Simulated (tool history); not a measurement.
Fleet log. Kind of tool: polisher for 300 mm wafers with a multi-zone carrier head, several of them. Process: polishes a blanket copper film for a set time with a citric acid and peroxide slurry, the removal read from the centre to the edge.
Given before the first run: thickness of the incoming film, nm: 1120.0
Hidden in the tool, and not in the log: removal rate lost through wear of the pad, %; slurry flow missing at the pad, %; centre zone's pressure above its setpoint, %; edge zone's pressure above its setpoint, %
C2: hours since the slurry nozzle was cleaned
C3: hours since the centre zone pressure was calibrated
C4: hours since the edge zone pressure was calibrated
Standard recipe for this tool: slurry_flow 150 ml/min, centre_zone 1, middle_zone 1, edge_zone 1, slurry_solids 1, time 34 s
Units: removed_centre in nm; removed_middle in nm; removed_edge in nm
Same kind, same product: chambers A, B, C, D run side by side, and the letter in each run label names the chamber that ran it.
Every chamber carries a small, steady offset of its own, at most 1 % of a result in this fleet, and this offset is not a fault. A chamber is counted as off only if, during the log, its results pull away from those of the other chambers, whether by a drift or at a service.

Run 1C, hour 6: usual settings; wafers polished on this pad 261; C2 361.8; C3 324.7; C4 55.9. Result: removed_centre 99.401 nm, removed_middle 99.577 nm, removed_edge 99.69 nm.
Run 2B, hour 12.6: usual settings; wafers polished on this pad 563; C2 652.5; C3 834.7; C4 80.2. Result: removed_centre 99.355 nm, removed_middle 96.647 nm, removed_edge 99.576 nm.
Run 3A, hour 20: usual settings; wafers polished on this pad 219; C2 80.7; C3 354.7; C4 606.2. Result: removed_centre 98.617 nm, removed_middle 99.792 nm, removed_edge 100.78 nm.
Run 4D, hour 27.1: usual settings; wafers polished on this pad 469; C2 576.6; C3 899.4; C4 42.3. Result: removed_centre 98.501 nm, removed_middle 99.951 nm, removed_edge 98.889 nm.
Run 5B, hour 32.6: usual settings; wafers polished on this pad 754; C2 672.5; C3 854.7; C4 100.2. Result: removed_centre 100.06 nm, removed_middle 97.501 nm, removed_edge 98.973 nm.
Run 6D, hour 39.8: usual settings; wafers polished on this pad 590; C2 589.3; C3 912.1; C4 55. Result: removed_centre 100.32 nm, removed_middle 99.249 nm, removed_edge 100.41 nm.
Run 7A, hour 45.8: usual settings; wafers polished on this pad 465; C2 106.5; C3 380.5; C4 632. Result: removed_centre 98.847 nm, removed_middle 99.329 nm, removed_edge 100.29 nm.
Run 8C, hour 51.9: usual settings; wafers polished on this pad 699; C2 407.7; C3 370.6; C4 101.8. Result: removed_centre 100.03 nm, removed_middle 99 nm, removed_edge 98.668 nm.
At hour 57.6: chamber C: centre zone pressure recalibrated.
At hour 58.7: chamber D: slurry nozzle cleaned.
Run 9B, hour 60.7: usual settings; wafers polished on this pad 1022; C2 700.6; C3 882.8; C4 128.3. Result: removed_centre 101.07 nm, removed_middle 100.61 nm, removed_edge 99.066 nm.
At hour 64.4: chamber C: worn pad replaced by a new one.
Run 10A, hour 67.7: usual settings; wafers polished on this pad 674; C2 128.4; C3 402.4; C4 653.9. Result: removed_centre 100.54 nm, removed_middle 97.456 nm, removed_edge 99.527 nm.
At hour 70.3: chamber A: worn pad replaced by a new one.
Run 11D, hour 75.6: usual settings; wafers polished on this pad 932; C2 17; C3 947.9; C4 90.8. Result: removed_centre 97.071 nm, removed_middle 99.779 nm, removed_edge 99.051 nm.
Run 12C, hour 85.6: usual settings but middle_zone 0.91; wafers polished on this pad 202; C2 441.4; C3 28; C4 135.5. Result: removed_centre 100.72 nm, removed_middle 91.703 nm, removed_edge 99.907 nm.
Run 13A, hour 91.4: usual settings but middle_zone 0.91; wafers polished on this pad 201; C2 152.1; C3 426.1; C4 677.6. Result: removed_centre 99.566 nm, removed_middle 89.403 nm, removed_edge 101.35 nm.
At hour 96.4: chamber B: worn pad replaced by a new one.
Run 14C, hour 99.5: usual settings but middle_zone 0.91; wafers polished on this pad 335; C2 455.3; C3 41.9; C4 149.4. Result: removed_centre 98.018 nm, removed_middle 90.913 nm, removed_edge 100.43 nm.
At hour 102.7: chamber B: slurry nozzle cleaned.
Run 15D, hour 108.9: usual settings but middle_zone 0.91; wafers polished on this pad 1250; C2 50.3; C3 981.2; C4 124.1. Result: removed_centre 100.71 nm, removed_middle 93.414 nm, removed_edge 99.857 nm.
Run 16B, hour 117.2: usual settings; wafers polished on this pad 198; C2 14.6; C3 939.3; C4 184.8. Result: removed_centre 102.92 nm, removed_middle 98.167 nm, removed_edge 100.2 nm.
At hour 124.6: chamber D: worn pad replaced by a new one.
Run 17A, hour 126.2: usual settings; wafers polished on this pad 534; C2 186.9; C3 460.9; C4 712.4. Result: removed_centre 99.458 nm, removed_middle 100.16 nm, removed_edge 100.36 nm.
Run 18B, hour 131.1: usual settings; wafers polished on this pad 331; C2 28.5; C3 953.2; C4 198.7. Result: removed_centre 102.17 nm, removed_middle 100.26 nm, removed_edge 98.463 nm.
Run 19C, hour 136.5: usual settings; wafers polished on this pad 688; C2 492.3; C3 78.9; C4 186.4. Result: removed_centre 101.37 nm, removed_middle 97.836 nm, removed_edge 100.68 nm.
At hour 139.3: chamber A: worn pad replaced by a new one.
Run 20D, hour 140.9: usual settings; wafers polished on this pad 156; C2 82.3; C3 1013.2; C4 156.1. Result: removed_centre 99.057 nm, removed_middle 100.78 nm, removed_edge 99.408 nm.
Run 21B, hour 147.6: usual settings; wafers polished on this pad 488; C2 45; C3 969.7; C4 215.2. Result: removed_centre 102.67 nm, removed_middle 98.309 nm, removed_edge 98.395 nm.
Run 22D, hour 155.2: usual settings; wafers polished on this pad 292; C2 96.6; C3 1027.5; C4 170.4. Result: removed_centre 99.976 nm, removed_middle 99.834 nm, removed_edge 99.291 nm.
At hour 156.6: chamber C: slurry nozzle cleaned.
At hour 157.8: chamber C: worn pad replaced by a new one.
Run 23C, hour 160.1: usual settings; wafers polished on this pad 22; C2 3.5; C3 102.5; C4 210. Result: removed_centre 99.592 nm, removed_middle 97.343 nm, removed_edge 101.24 nm.
Run 24A, hour 170.1: usual settings; wafers polished on this pad 294; C2 230.8; C3 504.8; C4 756.3. Result: removed_centre 99.462 nm, removed_middle 99.104 nm, removed_edge 98.774 nm.
Run 25A, hour 178.8: usual settings; wafers polished on this pad 377; C2 239.5; C3 513.5; C4 765. Result: removed_centre 100.8 nm, removed_middle 99.219 nm, removed_edge 100.11 nm.
Run 26D, hour 185.3: usual settings; wafers polished on this pad 579; C2 126.7; C3 1057.6; C4 200.5. Result: removed_centre 98.243 nm, removed_middle 101.63 nm, removed_edge 98.766 nm.
Run 27C, hour 194.2: usual settings; wafers polished on this pad 347; C2 37.6; C3 136.6; C4 244.1. Result: removed_centre 100.25 nm, removed_middle 98.683 nm, removed_edge 100.91 nm.
Run 28B, hour 199.5: usual settings but slurry_solids 0.7; wafers polished on this pad 984; C2 96.9; C3 1021.6; C4 267.1. Result: removed_centre 96.781 nm, removed_middle 93.144 nm, removed_edge 92.881 nm.
At hour 204.3: chamber A: worn pad replaced by a new one.
Run 29C, hour 206.3: usual settings but slurry_solids 0.7; wafers polished on this pad 463; C2 49.7; C3 148.7; C4 256.2. Result: removed_centre 92.333 nm, removed_middle 92.109 nm, removed_edge 94.765 nm.
Run 30A, hour 213.8: usual settings but slurry_solids 0.7; wafers polished on this pad 91; C2 274.5; C3 548.5; C4 800. Result: removed_centre 91.123 nm, removed_middle 93.169 nm, removed_edge 92.492 nm.
Run 31D, hour 221.2: usual settings but slurry_solids 0.7; wafers polished on this pad 922; C2 162.6; C3 1093.5; C4 236.4. Result: removed_centre 90.765 nm, removed_middle 91.485 nm, removed_edge 92.048 nm.
Run 32B, hour 231.4: usual settings; wafers polished on this pad 1288; C2 128.8; C3 1053.5; C4 299. Result: removed_centre 105.98 nm, removed_middle 101.37 nm, removed_edge 98.576 nm.
Run 33D, hour 240.8: usual settings; wafers polished on this pad 1109; C2 182.2; C3 1113.1; C4 256. Result: removed_centre 100.42 nm, removed_middle 100.08 nm, removed_edge 99.799 nm.
Run 34C, hour 250: usual settings; wafers polished on this pad 880; C2 93.4; C3 192.4; C4 299.9. Result: removed_centre 101.31 nm, removed_middle 100.03 nm, removed_edge 99.107 nm.

Next, every chamber runs the same settings. What will each give?
Run 35A, hour 257.4: usual settings but slurry_solids 0.75. Result: removed_centre ?, removed_middle ?, removed_edge ?.
Run 35B, hour 257.4: usual settings but slurry_solids 0.75. Result: removed_centre ?, removed_middle ?, removed_edge ?.
Run 35C, hour 257.4: usual settings but slurry_solids 0.75. Result: removed_centre ?, removed_middle ?, removed_edge ?.
Run 35D, hour 257.4: usual settings but slurry_solids 0.75. Result: removed_centre ?, removed_middle ?, removed_edge ?.

run  removed_centre  removed_middle  removed_edge
35A          93.947           93.48        92.927
35B           102.4           93.27        93.805
35C          94.135          94.502        93.639
35D          91.242          94.422        92.382

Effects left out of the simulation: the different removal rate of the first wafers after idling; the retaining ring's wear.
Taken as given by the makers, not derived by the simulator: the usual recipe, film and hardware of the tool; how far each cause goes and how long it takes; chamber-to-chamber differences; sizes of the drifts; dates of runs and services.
